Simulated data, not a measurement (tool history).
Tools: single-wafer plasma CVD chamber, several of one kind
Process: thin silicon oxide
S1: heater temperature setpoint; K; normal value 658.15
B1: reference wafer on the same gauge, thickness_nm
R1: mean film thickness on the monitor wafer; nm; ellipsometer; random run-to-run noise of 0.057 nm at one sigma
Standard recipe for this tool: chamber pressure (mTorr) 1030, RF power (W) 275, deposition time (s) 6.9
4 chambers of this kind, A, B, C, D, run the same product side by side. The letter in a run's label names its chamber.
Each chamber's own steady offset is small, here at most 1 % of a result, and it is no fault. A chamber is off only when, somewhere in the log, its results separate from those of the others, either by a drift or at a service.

Run 1C, hour 5.5: usual settings; B1 13.405. Result: R1 15.266 nm.
Run 2B, hour 11.7: usual settings; B1 13.394. Result: R1 15.31 nm.
Run 3A, hour 15.2: usual settings; B1 13.406. Result: R1 15.112 nm.
Run 4D, hour 20.2: usual settings; B1 13.388. Result: R1 15.189 nm.
Run 5B, hour 23: usual settings but RF power (W) 245, deposition time (s) 5.81; B1 13.398. Result: R1 12.247 nm.
Run 6A, hour 27.6: usual settings but RF power (W) 245, deposition time (s) 5.81; B1 13.393. Result: R1 12.168 nm.
Run 7D, hour 30.5: usual settings but RF power (W) 245, deposition time (s) 5.81; B1 13.405. Result: R1 12.146 nm.
Run 8C, hour 36.2: usual settings but RF power (W) 245, deposition time (s) 5.81; B1 13.399. Result: R1 12.106 nm.
Run 9D, hour 41.3: usual settings; B1 13.404. Result: R1 15.275 nm.
Run 10C, hour 45.4: usual settings; B1 13.404. Result: R1 15.182 nm.
Run 11A, hour 50.9: usual settings; B1 13.398. Result: R1 15.292 nm.
Run 12B, hour 56.1: usual settings; B1 13.399. Result: R1 15.366 nm.
Run 13A, hour 61: usual settings; B1 13.407. Result: R1 15.123 nm.
Run 14B, hour 67.3: usual settings; B1 13.408. Result: R1 15.299 nm.
Run 15C, hour 71.5: usual settings; B1 13.389. Result: R1 15.11 nm.
Run 16D, hour 75.6: usual settings; B1 13.395. Result: R1 15.101 nm.
Run 17D, hour 80.6: usual settings but chamber pressure (mTorr) 830; B1 13.393. Result: R1 12.907 nm.
Run 18C, hour 86.9: usual settings but chamber pressure (mTorr) 830; B1 13.412. Result: R1 12.756 nm.
At hour 90.8: chamber D: capacitance manometer re-zeroed and calibrated.
Run 19A, hour 91.8: usual settings but chamber pressure (mTorr) 830; B1 13.405. Result: R1 12.818 nm.
Run 20B, hour 97.5: usual settings but chamber pressure (mTorr) 830; B1 13.405. Result: R1 12.773 nm.
Run 21C, hour 101.6: usual settings; B1 13.414. Result: R1 15.115 nm.
Run 22D, hour 105.9: usual settings; B1 13.405. Result: R1 15.217 nm.
Run 23A, hour 109.8: usual settings; B1 13.402. Result: R1 15.214 nm.
Run 24B, hour 114.6: usual settings; B1 13.412. Result: R1 15.304 nm.
Run 25A, hour 118.6: usual settings but deposition time (s) 7.93; B1 13.386. Result: R1 17.525 nm.
Run 26D, hour 124.8: usual settings but deposition time (s) 7.93; B1 13.392. Result: R1 17.474 nm.
Run 27B, hour 128.8: usual settings but deposition time (s) 7.93; B1 13.402. Result: R1 17.551 nm.
Run 28C, hour 131.9: usual settings but deposition time (s) 7.93; B1 13.399. Result: R1 17.442 nm.
Run 29D, hour 137.7: usual settings; B1 13.407. Result: R1 15.251 nm.
Run 30A, hour 140.5: usual settings; B1 13.401. Result: R1 15.224 nm.
Run 31C, hour 145.6: usual settings; B1 13.394. Result: R1 15.178 nm.
Run 32B, hour 148.6: usual settings; B1 13.405. Result: R1 15.327 nm.
Run 33D, hour 152.2: usual settings; B1 13.407. Result: R1 15.282 nm.
Run 34A, hour 157.2: usual settings; B1 13.405. Result: R1 15.194 nm.
Run 35B, hour 163.3: usual settings; B1 13.403. Result: R1 15.264 nm.
Run 36C, hour 167.4: usual settings; B1 13.406. Result: R1 15.184 nm.
At hour 171.3: chamber B: RF generator calibrated.
Run 37C, hour 173.1: usual settings; B1 13.404. Result: R1 15.244 nm.
Run 38A, hour 178.5: usual settings but S1 668.15 K; B1 13.398. Result: R1 15.162 nm.
Run 39B, hour 185: usual settings but S1 668.15 K; B1 13.389. Result: R1 15.218 nm.

Each of the 4 chambers runs these same settings next. Fill in every chamber's results:
Run 40A, hour 189.5: usual settings but chamber pressure (mTorr) 1110. Result: R1 ?.
Run 40B, hour 189.5: usual settings but chamber pressure (mTorr) 1110. Result: R1 ?.
Run 40C, hour 189.5: usual settings but chamber pressure (mTorr) 1110. Result: R1 ?.
Run 40D, hour 189.5: usual settings but chamber pressure (mTorr) 1110. Result: R1 ?.

run      R1
40A  15.936
40B  16.087
40C  15.965
40D  16.028

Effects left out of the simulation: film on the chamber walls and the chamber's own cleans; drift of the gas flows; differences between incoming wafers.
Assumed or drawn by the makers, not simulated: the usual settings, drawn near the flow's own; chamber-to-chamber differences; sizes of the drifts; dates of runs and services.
